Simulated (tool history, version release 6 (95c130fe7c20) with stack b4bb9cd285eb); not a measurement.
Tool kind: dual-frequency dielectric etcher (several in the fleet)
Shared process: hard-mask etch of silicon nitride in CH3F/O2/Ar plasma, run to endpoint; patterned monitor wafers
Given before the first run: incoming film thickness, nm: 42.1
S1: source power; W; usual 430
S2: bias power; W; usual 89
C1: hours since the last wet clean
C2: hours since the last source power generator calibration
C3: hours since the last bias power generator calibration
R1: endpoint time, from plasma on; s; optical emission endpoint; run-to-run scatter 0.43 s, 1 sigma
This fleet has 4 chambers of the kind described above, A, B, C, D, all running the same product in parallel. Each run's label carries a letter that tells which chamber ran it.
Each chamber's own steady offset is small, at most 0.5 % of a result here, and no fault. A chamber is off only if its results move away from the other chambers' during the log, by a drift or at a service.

{"run": "1B", "hour": 6.7, "S1": 430, "S2": 89, "C1": 86.8, "C2": 2873.3, "C3": 3007, "R1": 55.82}
{"run": "2C", "hour": 20.2, "S1": 430, "S2": 89, "C1": 110.9, "C2": 2761, "C3": 2654.4, "R1": 55.501}
{"run": "3A", "hour": 27.8, "S1": 430, "S2": 89, "C1": 239.5, "C2": 523.7, "C3": 3021.1, "R1": 54.396}
{"run": "4D", "hour": 41.6, "S1": 430, "S2": 89, "C1": 316.6, "C2": 2219.3, "C3": 1193.5, "R1": 54.893}
{"run": "5C", "hour": 55.1, "S1": 430, "S2": 89, "C1": 145.8, "C2": 2795.9, "C3": 2689.3, "R1": 54.261}
{"run": "6A", "hour": 67.1, "S1": 430, "S2": 89, "C1": 278.8, "C2": 563, "C3": 3060.4, "R1": 54.871}
{"run": "7D", "hour": 79.3, "S1": 430, "S2": 89, "C1": 354.3, "C2": 2257, "C3": 1231.2, "R1": 55.764}
{"run": "8B", "hour": 87.4, "S1": 430, "S2": 89, "C1": 167.5, "C2": 2954, "C3": 3087.7, "R1": 55.112}
{"run": "9B", "hour": 95.7, "S1": 430, "S2": 89, "C1": 175.8, "C2": 2962.3, "C3": 3096, "R1": 54.75}
{"run": "10A", "hour": 109.1, "S1": 430, "S2": 89, "C1": 320.8, "C2": 605, "C3": 3102.4, "R1": 55.125}
{"run": "11C", "hour": 118.2, "S1": 430, "S2": 89, "C1": 208.9, "C2": 2859, "C3": 2752.4, "R1": 54.323}
{"run": "12D", "hour": 128.2, "S1": 430, "S2": 89, "C1": 403.2, "C2": 2305.9, "C3": 1280.1, "R1": 55.886}
{"run": "13A", "hour": 141.4, "S1": 430, "S2": 89, "C1": 353.1, "C2": 637.3, "C3": 3134.7, "R1": 54.917}
{"run": "14D", "hour": 150.3, "S1": 430, "S2": 89, "C1": 425.3, "C2": 2328, "C3": 1302.2, "R1": 55.284}
{"run": "15C", "hour": 158.5, "S1": 430, "S2": 89, "C1": 249.2, "C2": 2899.3, "C3": 2792.7, "R1": 55.079}
{"run": "16B", "hour": 166.0, "S1": 510, "S2": 75, "C1": 246.1, "C2": 3032.6, "C3": 3166.3, "R1": 54.414}
{"run": "17B", "hour": 178.3, "S1": 510, "S2": 75, "C1": 258.4, "C2": 3044.9, "C3": 3178.6, "R1": 55.042}
{"run": "18A", "hour": 190.3, "S1": 510, "S2": 75, "C1": 402, "C2": 686.2, "C3": 3183.6, "R1": 55.46}
{"run": "19C", "hour": 198.7, "S1": 510, "S2": 75, "C1": 289.4, "C2": 2939.5, "C3": 2832.9, "R1": 54.101}
{"hour": 199.1, "done": "chamber A: bias power generator calibrated"}
{"run": "20D", "hour": 207.2, "S1": 430, "S2": 89, "C1": 482.2, "C2": 2384.9, "C3": 1359.1, "R1": 55.213}
{"run": "21A", "hour": 217.6, "S1": 430, "S2": 89, "C1": 429.3, "C2": 713.5, "C3": 18.6, "R1": 54.741}
{"hour": 223.5, "done": "chamber A: wet clean of the chamber"}
{"run": "22C", "hour": 225.7, "S1": 430, "S2": 89, "C1": 316.4, "C2": 2966.5, "C3": 2859.9, "R1": 55.494}
{"run": "23D", "hour": 235.8, "S1": 430, "S2": 89, "C1": 510.8, "C2": 2413.5, "C3": 1387.7, "R1": 54.764}
{"run": "24B", "hour": 243.9, "S1": 430, "S2": 89, "C1": 324, "C2": 3110.5, "C3": 3244.2, "R1": 54.306}
{"run": "25A", "hour": 250.6, "S1": 430, "S2": 89, "C1": 27.1, "C2": 746.5, "C3": 51.6, "R1": 54.241}
{"run": "26C", "hour": 263.7, "S1": 360, "S2": 69, "C1": 354.4, "C2": 3004.5, "C3": 2897.9, "R1": 64.545}
{"hour": 269.4, "done": "chamber D: wet clean of the chamber"}
{"run": "27B", "hour": 272.2, "S1": 360, "S2": 69, "C1": 352.3, "C2": 3138.8, "C3": 3272.5, "R1": 64.553}
{"run": "28D", "hour": 283.3, "S1": 360, "S2": 69, "C1": 13.9, "C2": 2461, "C3": 1435.2, "R1": 65.48}
{"run": "29C", "hour": 296.3, "S1": 360, "S2": 69, "C1": 387, "C2": 3037.1, "C3": 2930.5, "R1": 64.76}
{"run": "30D", "hour": 304.5, "S1": 430, "S2": 89, "C1": 35.1, "C2": 2482.2, "C3": 1456.4, "R1": 55.638}
{"run": "31B", "hour": 310.7, "S1": 430, "S2": 89, "C1": 390.8, "C2": 3177.3, "C3": 3311, "R1": 54.634}
{"run": "32A", "hour": 317.9, "S1": 430, "S2": 89, "C1": 94.4, "C2": 813.8, "C3": 118.9, "R1": 55.178}
{"run": "33A", "hour": 331.1, "S1": 430, "S2": 89, "C1": 107.6, "C2": 827, "C3": 132.1, "R1": 54.81}

Is one chamber off against the others, does the gauge drift, or is nothing wrong? If a chamber is off, say which, and what the likeliest cause is.

Neither any chamber nor the gauge drifts; the chambers differ only by their own small, steady offsets.

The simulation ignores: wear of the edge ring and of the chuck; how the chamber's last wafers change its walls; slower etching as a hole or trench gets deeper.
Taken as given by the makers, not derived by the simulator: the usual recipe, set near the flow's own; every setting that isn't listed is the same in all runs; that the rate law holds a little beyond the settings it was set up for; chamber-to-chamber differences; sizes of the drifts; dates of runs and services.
